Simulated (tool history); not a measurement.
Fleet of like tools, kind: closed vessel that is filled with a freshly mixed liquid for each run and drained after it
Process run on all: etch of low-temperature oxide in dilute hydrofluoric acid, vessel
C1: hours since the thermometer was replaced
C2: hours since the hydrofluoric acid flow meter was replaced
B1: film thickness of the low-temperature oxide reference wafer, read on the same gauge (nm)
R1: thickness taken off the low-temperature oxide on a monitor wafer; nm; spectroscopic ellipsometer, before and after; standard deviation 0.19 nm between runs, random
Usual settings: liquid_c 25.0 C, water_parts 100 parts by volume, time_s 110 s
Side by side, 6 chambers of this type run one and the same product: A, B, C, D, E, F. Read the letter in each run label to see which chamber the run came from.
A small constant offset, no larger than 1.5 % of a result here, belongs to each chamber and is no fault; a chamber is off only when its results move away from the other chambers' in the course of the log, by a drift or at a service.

{"run": "1C", "hour": 7.7, "liquid_c": 25.0, "water_parts": 100, "time_s": 110, "C1": 2160.8, "C2": 694.0, "B1": 29.976, "R1": 28.683}
{"run": "2E", "hour": 16.8, "liquid_c": 25.0, "water_parts": 100, "time_s": 110, "C1": 2022.3, "C2": 864.4, "B1": 29.999, "R1": 29.424}
{"run": "3B", "hour": 30.8, "liquid_c": 25.0, "water_parts": 100, "time_s": 110, "C1": 883.3, "C2": 483.6, "B1": 30.011, "R1": 28.984}
{"run": "4D", "hour": 45.0, "liquid_c": 25.0, "water_parts": 100, "time_s": 110, "C1": 712.6, "C2": 1334.9, "B1": 30.001, "R1": 29.247}
{"run": "5A", "hour": 53.9, "liquid_c": 25.0, "water_parts": 100, "time_s": 110, "C1": 1957.1, "C2": 703.1, "B1": 30.011, "R1": 29.058}
{"run": "6F", "hour": 61.9, "liquid_c": 21.0, "water_parts": 75, "time_s": 110, "C1": 1715.4, "C2": 643.5, "B1": 29.997, "R1": 33.834}
{"run": "7E", "hour": 78.4, "liquid_c": 21.0, "water_parts": 75, "time_s": 110, "C1": 2083.9, "C2": 926.0, "B1": 30.011, "R1": 34.191}
{"run": "8F", "hour": 90.4, "liquid_c": 21.0, "water_parts": 75, "time_s": 110, "C1": 1743.9, "C2": 672.0, "B1": 30.005, "R1": 33.56}
{"run": "9D", "hour": 101.2, "liquid_c": 21.0, "water_parts": 75, "time_s": 110, "C1": 768.8, "C2": 1391.1, "B1": 30.017, "R1": 34.311}
{"run": "10A", "hour": 115.9, "liquid_c": 21.0, "water_parts": 75, "time_s": 110, "C1": 2019.1, "C2": 765.1, "B1": 29.999, "R1": 34.368}
{"run": "11B", "hour": 125.4, "liquid_c": 21.0, "water_parts": 75, "time_s": 110, "C1": 977.9, "C2": 578.2, "B1": 30.007, "R1": 33.768}
{"run": "12C", "hour": 133.1, "liquid_c": 25.0, "water_parts": 100, "time_s": 110, "C1": 2286.2, "C2": 819.4, "B1": 29.99, "R1": 29.019}
{"hour": 137.2, "done": "chamber F: thermometer replaced"}
{"run": "13C", "hour": 149.5, "liquid_c": 25.0, "water_parts": 100, "time_s": 110, "C1": 2302.6, "C2": 835.8, "B1": 30.005, "R1": 28.885}
{"run": "14A", "hour": 158.8, "liquid_c": 25.0, "water_parts": 100, "time_s": 165, "C1": 2062.0, "C2": 808.0, "B1": 30.004, "R1": 44.025}
{"run": "15B", "hour": 172.9, "liquid_c": 25.0, "water_parts": 100, "time_s": 165, "C1": 1025.4, "C2": 625.7, "B1": 30.005, "R1": 43.331}
{"hour": 179.6, "done": "chamber E: thermometer replaced"}
{"run": "16F", "hour": 185.5, "liquid_c": 25.0, "water_parts": 100, "time_s": 165, "C1": 48.4, "C2": 767.1, "B1": 30.011, "R1": 43.174}
{"run": "17E", "hour": 199.9, "liquid_c": 25.0, "water_parts": 100, "time_s": 165, "C1": 20.3, "C2": 1047.5, "B1": 29.993, "R1": 44.108}
{"run": "18D", "hour": 214.2, "liquid_c": 25.0, "water_parts": 100, "time_s": 165, "C1": 881.8, "C2": 1504.1, "B1": 29.988, "R1": 43.544}
{"run": "19A", "hour": 223.1, "liquid_c": 25.0, "water_parts": 100, "time_s": 165, "C1": 2126.3, "C2": 872.3, "B1": 30.008, "R1": 43.748}
{"run": "20B", "hour": 235.9, "liquid_c": 25.0, "water_parts": 100, "time_s": 110, "C1": 1088.4, "C2": 688.7, "B1": 29.997, "R1": 28.896}
{"run": "21F", "hour": 247.5, "liquid_c": 25.0, "water_parts": 100, "time_s": 110, "C1": 110.4, "C2": 829.1, "B1": 30.0, "R1": 29.025}
{"run": "22C", "hour": 261.9, "liquid_c": 25.0, "water_parts": 100, "time_s": 110, "C1": 2415.0, "C2": 948.2, "B1": 30.0, "R1": 29.14}
{"hour": 274.3, "done": "chamber B: thermometer replaced"}
{"run": "23D", "hour": 277.1, "liquid_c": 25.0, "water_parts": 100, "time_s": 110, "C1": 944.7, "C2": 1567.0, "B1": 29.978, "R1": 28.809}
{"run": "24E", "hour": 284.3, "liquid_c": 25.0, "water_parts": 100, "time_s": 110, "C1": 104.7, "C2": 1131.9, "B1": 30.026, "R1": 30.476}
{"run": "25A", "hour": 299.2, "liquid_c": 22.5, "water_parts": 115, "time_s": 110, "C1": 2202.4, "C2": 948.4, "B1": 29.994, "R1": 22.846}
{"run": "26E", "hour": 309.0, "liquid_c": 22.5, "water_parts": 115, "time_s": 110, "C1": 129.4, "C2": 1156.6, "B1": 30.009, "R1": 23.36}
{"run": "27D", "hour": 316.4, "liquid_c": 22.5, "water_parts": 115, "time_s": 110, "C1": 984.0, "C2": 1606.3, "B1": 30.011, "R1": 22.463}
{"hour": 319.5, "done": "chamber A: thermometer replaced"}
{"run": "28C", "hour": 327.7, "liquid_c": 22.5, "water_parts": 115, "time_s": 110, "C1": 2480.8, "C2": 1014.0, "B1": 29.993, "R1": 22.696}
{"run": "29F", "hour": 335.9, "liquid_c": 22.5, "water_parts": 115, "time_s": 110, "C1": 198.8, "C2": 917.5, "B1": 29.991, "R1": 22.452}
{"run": "30B", "hour": 348.8, "liquid_c": 22.5, "water_parts": 115, "time_s": 110, "C1": 74.6, "C2": 801.6, "B1": 29.997, "R1": 22.412}
{"run": "31B", "hour": 358.6, "liquid_c": 25.0, "water_parts": 55, "time_s": 110, "C1": 84.4, "C2": 811.4, "B1": 30.007, "R1": 55.789}
{"run": "32C", "hour": 368.5, "liquid_c": 25.0, "water_parts": 55, "time_s": 110, "C1": 2521.6, "C2": 1054.8, "B1": 29.994, "R1": 55.917}
{"run": "33E", "hour": 376.8, "liquid_c": 25.0, "water_parts": 55, "time_s": 110, "C1": 197.2, "C2": 1224.4, "B1": 30.002, "R1": 57.908}
{"run": "34D", "hour": 391.8, "liquid_c": 25.0, "water_parts": 55, "time_s": 110, "C1": 1059.4, "C2": 1681.7, "B1": 29.982, "R1": 56.22}
{"run": "35F", "hour": 406.3, "liquid_c": 25.0, "water_parts": 55, "time_s": 110, "C1": 269.2, "C2": 987.9, "B1": 30.019, "R1": 55.715}
{"run": "36A", "hour": 414.6, "liquid_c": 25.0, "water_parts": 55, "time_s": 110, "C1": 95.1, "C2": 1063.8, "B1": 29.981, "R1": 56.228}
{"run": "37B", "hour": 430.3, "liquid_c": 25.0, "water_parts": 100, "time_s": 110, "C1": 156.1, "C2": 883.1, "B1": 29.997, "R1": 28.92}
{"run": "38F", "hour": 443.0, "liquid_c": 25.0, "water_parts": 100, "time_s": 110, "C1": 305.9, "C2": 1024.6, "B1": 30.017, "R1": 29.023}
{"run": "39A", "hour": 452.5, "liquid_c": 25.0, "water_parts": 100, "time_s": 110, "C1": 133.0, "C2": 1101.7, "B1": 30.013, "R1": 29.47}
{"run": "40E", "hour": 466.9, "liquid_c": 25.0, "water_parts": 100, "time_s": 110, "C1": 287.3, "C2": 1314.5, "B1": 29.986, "R1": 30.581}
{"run": "41C", "hour": 478.1, "liquid_c": 25.0, "water_parts": 100, "time_s": 110, "C1": 2631.2, "C2": 1164.4, "B1": 29.993, "R1": 28.781}

Each of the 6 chambers runs these same settings next. Fill in every chamber's results:
{"run": "42A", "hour": 490.0, "liquid_c": 25.0, "water_parts": 115, "time_s": 110, "R1": "?"}
{"run": "42B", "hour": 490.0, "liquid_c": 25.0, "water_parts": 115, "time_s": 110, "R1": "?"}
{"run": "42C", "hour": 490.0, "liquid_c": 25.0, "water_parts": 115, "time_s": 110, "R1": "?"}
{"run": "42D", "hour": 490.0, "liquid_c": 25.0, "water_parts": 115, "time_s": 110, "R1": "?"}
{"run": "42E", "hour": 490.0, "liquid_c": 25.0, "water_parts": 115, "time_s": 110, "R1": "?"}
{"run": "42F", "hour": 490.0, "liquid_c": 25.0, "water_parts": 115, "time_s": 110, "R1": "?"}

run=42A R1=24.888
run=42B R1=24.675
run=42C R1=24.506
run=42D R1=24.500
run=42E R1=26.078
run=42F R1=24.673
